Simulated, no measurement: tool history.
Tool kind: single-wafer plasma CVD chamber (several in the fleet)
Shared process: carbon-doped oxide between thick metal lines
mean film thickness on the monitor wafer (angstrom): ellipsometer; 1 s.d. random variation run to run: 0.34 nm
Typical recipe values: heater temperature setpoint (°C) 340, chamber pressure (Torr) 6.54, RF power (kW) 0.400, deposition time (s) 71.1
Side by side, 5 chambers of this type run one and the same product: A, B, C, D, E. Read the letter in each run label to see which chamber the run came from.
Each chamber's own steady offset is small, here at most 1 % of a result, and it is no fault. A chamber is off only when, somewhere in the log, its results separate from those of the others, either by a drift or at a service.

run	hour	heater temperature setpoint (°C)	chamber pressure (Torr)	RF power (kW)	deposition time (s)	read-back reference wafer on the same gauge, thickness_nm	mean film thickness on the monitor wafer (angstrom)
# hour 8.0: chamber B: RF generator calibrated
1D	8.7	340	6.54	0.400	71.1	377.11	3298.1
2E	19.1	340	6.54	0.400	71.1	377.11	3300.2
3C	25.0	340	6.54	0.400	71.1	377.11	3279.2
4A	31.9	340	6.54	0.400	71.1	377.14	3273.5
5B	40.1	340	6.54	0.400	71.1	377.14	3276.6
6E	50.7	340	6.54	0.370	83.8	377.32	3666.6
7D	58.8	340	6.54	0.370	83.8	377.40	3668.7
8B	69.9	340	6.54	0.370	83.8	377.37	3643.6
9A	77.0	340	6.54	0.370	83.8	377.41	3639.4
10C	82.9	340	6.54	0.370	83.8	377.43	3647.5
11E	89.9	331	6.54	0.400	71.1	377.53	3382.4
12B	97.1	331	6.54	0.400	71.1	377.65	3367.6
13A	104.8	331	6.54	0.400	71.1	377.60	3365.5
14D	111.1	331	6.54	0.400	71.1	377.50	3396.9
15C	120.3	331	6.54	0.400	71.1	377.76	3374.6
16E	129.3	340	6.54	0.400	71.1	377.73	3303.3
17A	136.2	340	6.54	0.400	71.1	377.77	3284.3
18B	145.7	340	6.54	0.400	71.1	377.88	3282.2
19C	155.9	340	6.54	0.400	71.1	377.86	3287.8
20D	161.9	340	6.54	0.400	71.1	377.85	3305.6
21E	172.8	340	6.54	0.400	71.1	377.92	3310.1
22B	179.6	340	6.54	0.400	71.1	377.98	3283.0
23D	185.4	340	8.01	0.400	76.0	377.99	3587.0
24C	191.1	340	8.01	0.400	76.0	378.07	3566.8
25A	198.8	340	8.01	0.400	76.0	378.26	3562.8
26B	205.4	340	8.01	0.400	76.0	378.19	3564.0
27C	216.4	340	8.01	0.400	76.0	378.33	3568.2
28E	222.0	340	6.54	0.400	71.1	378.21	3308.7
29A	232.3	340	6.54	0.400	71.1	378.29	3291.4
30D	243.2	340	6.54	0.400	71.1	378.32	3315.6
31D	249.5	340	6.54	0.400	71.1	378.41	3315.2
32E	255.3	340	5.38	0.400	71.1	378.53	3232.1
33B	266.3	340	5.38	0.400	71.1	378.65	3211.2
34A	275.1	340	5.38	0.400	71.1	378.51	3222.3

Next, every chamber runs the same settings. What will each give?
35A	283.1	340	6.54	0.400	58.0		?
35B	283.1	340	6.54	0.400	58.0		?
35C	283.1	340	6.54	0.400	58.0		?
35D	283.1	340	6.54	0.400	58.0		?
35E	283.1	340	6.54	0.400	58.0		?

run	mean film thickness on the monitor wafer (angstrom)
35A	2685.8
35B	2690.6
35C	2696.1
35D	2709.0
35E	2703.6
